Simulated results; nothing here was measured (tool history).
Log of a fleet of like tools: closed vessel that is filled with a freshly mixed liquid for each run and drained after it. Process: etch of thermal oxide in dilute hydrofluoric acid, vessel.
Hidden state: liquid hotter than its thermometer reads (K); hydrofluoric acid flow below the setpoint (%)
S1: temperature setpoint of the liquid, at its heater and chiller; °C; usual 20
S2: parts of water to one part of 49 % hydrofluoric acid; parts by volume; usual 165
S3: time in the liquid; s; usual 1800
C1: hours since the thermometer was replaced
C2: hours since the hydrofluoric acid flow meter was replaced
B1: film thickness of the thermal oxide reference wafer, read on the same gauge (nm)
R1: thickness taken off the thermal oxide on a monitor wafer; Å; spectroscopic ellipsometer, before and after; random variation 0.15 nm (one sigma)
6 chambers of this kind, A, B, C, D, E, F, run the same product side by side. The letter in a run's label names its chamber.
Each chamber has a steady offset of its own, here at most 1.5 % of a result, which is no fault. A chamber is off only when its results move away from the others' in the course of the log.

run 1D hour=14.2 | S1=20 S2=165 S3=1800 | C1=2448.6 C2=1293.2 | B1=120.01 | R1=400.44
run 2B hour=26.8 | S1=20 S2=165 S3=1800 | C1=477.8 C2=315.9 | B1=120.04 | R1=398.32
-- hour=27.2 chamber E: hydrofluoric acid flow meter replaced
run 3A hour=33.6 | S1=20 S2=165 S3=1800 | C1=337.1 C2=406.9 | B1=119.97 | R1=400.27
run 4F hour=41.9 | S1=20 S2=165 S3=1800 | C1=1484.7 C2=1439.0 | B1=119.97 | R1=399.45
run 5E hour=53.0 | S1=20 S2=165 S3=1800 | C1=1050.5 C2=25.8 | B1=120.00 | R1=401.84
run 6C hour=63.4 | S1=20 S2=165 S3=1800 | C1=916.4 C2=1047.2 | B1=120.00 | R1=398.71
run 7E hour=77.4 | S1=20 S2=165 S3=1800 | C1=1074.9 C2=50.2 | B1=119.97 | R1=401.94
run 8B hour=93.0 | S1=20 S2=165 S3=1800 | C1=544.0 C2=382.1 | B1=120.02 | R1=395.65
run 9A hour=101.0 | S1=20 S2=165 S3=1800 | C1=404.5 C2=474.3 | B1=119.97 | R1=400.73
run 10D hour=115.0 | S1=20 S2=165 S3=2715 | C1=2549.4 C2=1394.0 | B1=119.99 | R1=602.52
run 11C hour=126.6 | S1=20 S2=165 S3=2715 | C1=979.6 C2=1110.4 | B1=120.01 | R1=600.96
run 12F hour=138.0 | S1=20 S2=165 S3=2715 | C1=1580.8 C2=1535.1 | B1=120.02 | R1=602.33
-- hour=147.7 chamber F: thermometer replaced
run 13E hour=150.1 | S1=20 S2=165 S3=2715 | C1=1147.6 C2=122.9 | B1=120.04 | R1=607.27
run 14D hour=162.7 | S1=20 S2=165 S3=2715 | C1=2597.1 C2=1441.7 | B1=120.01 | R1=603.83
run 15C hour=172.3 | S1=20 S2=165 S3=2715 | C1=1025.3 C2=1156.1 | B1=120.01 | R1=603.77
run 16B hour=186.8 | S1=20 S2=165 S3=1800 | C1=637.8 C2=475.9 | B1=119.97 | R1=398.44
run 17A hour=199.2 | S1=20 S2=240 S3=1390 | C1=502.7 C2=572.5 | B1=120.01 | R1=196.61
-- hour=206.5 chamber A: hydrofluoric acid flow meter replaced
run 18F hour=210.2 | S1=20 S2=240 S3=1390 | C1=62.6 C2=1607.3 | B1=119.99 | R1=197.18
run 19F hour=225.1 | S1=20 S2=240 S3=1390 | C1=77.5 C2=1622.2 | B1=120.00 | R1=196.06
run 20C hour=237.0 | S1=20 S2=240 S3=1390 | C1=1090.0 C2=1220.8 | B1=119.99 | R1=198.43
run 21D hour=244.2 | S1=20 S2=240 S3=1390 | C1=2678.6 C2=1523.2 | B1=119.97 | R1=196.92
run 22A hour=255.8 | S1=20 S2=240 S3=1390 | C1=559.3 C2=49.3 | B1=120.00 | R1=197.85
run 23B hour=267.4 | S1=17 S2=165 S3=1800 | C1=718.4 C2=556.5 | B1=119.94 | R1=351.99
run 24E hour=280.2 | S1=17 S2=165 S3=1800 | C1=1277.7 C2=253.0 | B1=119.98 | R1=362.16
run 25D hour=292.9 | S1=17 S2=165 S3=1800 | C1=2727.3 C2=1571.9 | B1=120.04 | R1=355.92
-- hour=300.3 chamber D: thermometer replaced
run 26F hour=308.7 | S1=17 S2=165 S3=1800 | C1=161.1 C2=1705.8 | B1=119.96 | R1=353.14
run 27A hour=322.7 | S1=17 S2=165 S3=1800 | C1=626.2 C2=116.2 | B1=120.00 | R1=356.12
run 28C hour=336.2 | S1=17 S2=165 S3=1800 | C1=1189.2 C2=1320.0 | B1=119.95 | R1=355.48
run 29E hour=347.1 | S1=20 S2=95 S3=1800 | C1=1344.6 C2=319.9 | B1=120.04 | R1=771.66
run 30B hour=356.4 | S1=20 S2=95 S3=1800 | C1=807.4 C2=645.5 | B1=119.99 | R1=748.05
run 31F hour=369.1 | S1=20 S2=95 S3=1800 | C1=221.5 C2=1766.2 | B1=119.96 | R1=741.04
run 32E hour=380.7 | S1=20 S2=95 S3=1800 | C1=1378.2 C2=353.5 | B1=119.97 | R1=777.33
run 33D hour=394.2 | S1=20 S2=95 S3=1800 | C1=94.0 C2=1673.2 | B1=120.03 | R1=748.40
run 34C hour=409.8 | S1=20 S2=95 S3=1800 | C1=1262.8 C2=1393.6 | B1=120.00 | R1=745.52
run 35B hour=422.5 | S1=20 S2=165 S3=1800 | C1=873.5 C2=711.6 | B1=120.00 | R1=394.60
run 36A hour=434.4 | S1=20 S2=165 S3=1800 | C1=737.9 C2=227.9 | B1=119.98 | R1=401.27
run 37B hour=442.2 | S1=20 S2=165 S3=1800 | C1=893.2 C2=731.3 | B1=119.99 | R1=397.08
run 38C hour=456.4 | S1=20 S2=165 S3=1800 | C1=1309.4 C2=1440.2 | B1=119.97 | R1=400.15
run 39A hour=470.2 | S1=20 S2=165 S3=1800 | C1=773.7 C2=263.7 | B1=120.01 | R1=403.20
run 40F hour=485.2 | S1=20 S2=165 S3=1800 | C1=337.6 C2=1882.3 | B1=120.00 | R1=398.73
run 41E hour=493.4 | S1=20 S2=165 S3=1800 | C1=1490.9 C2=466.2 | B1=119.95 | R1=423.90
run 42D hour=504.7 | S1=20 S2=165 S3=1800 | C1=204.5 C2=1783.7 | B1=120.01 | R1=401.08
run 43C hour=516.4 | S1=20 S2=165 S3=1800 | C1=1369.4 C2=1500.2 | B1=120.01 | R1=400.58

All 6 chambers run these settings next. Forecast each chamber's results:
run 44A hour=527.7 | S1=20 S2=235 S3=1800 | R1=?
run 44B hour=527.7 | S1=20 S2=235 S3=1800 | R1=?
run 44C hour=527.7 | S1=20 S2=235 S3=1800 | R1=?
run 44D hour=527.7 | S1=20 S2=235 S3=1800 | R1=?
run 44E hour=527.7 | S1=20 S2=235 S3=1800 | R1=?
run 44F hour=527.7 | S1=20 S2=235 S3=1800 | R1=?

run=44A R1=261.31
run=44B R1=261.00
run=44C R1=259.88
run=44D R1=262.89
run=44E R1=279.86
run=44F R1=258.67
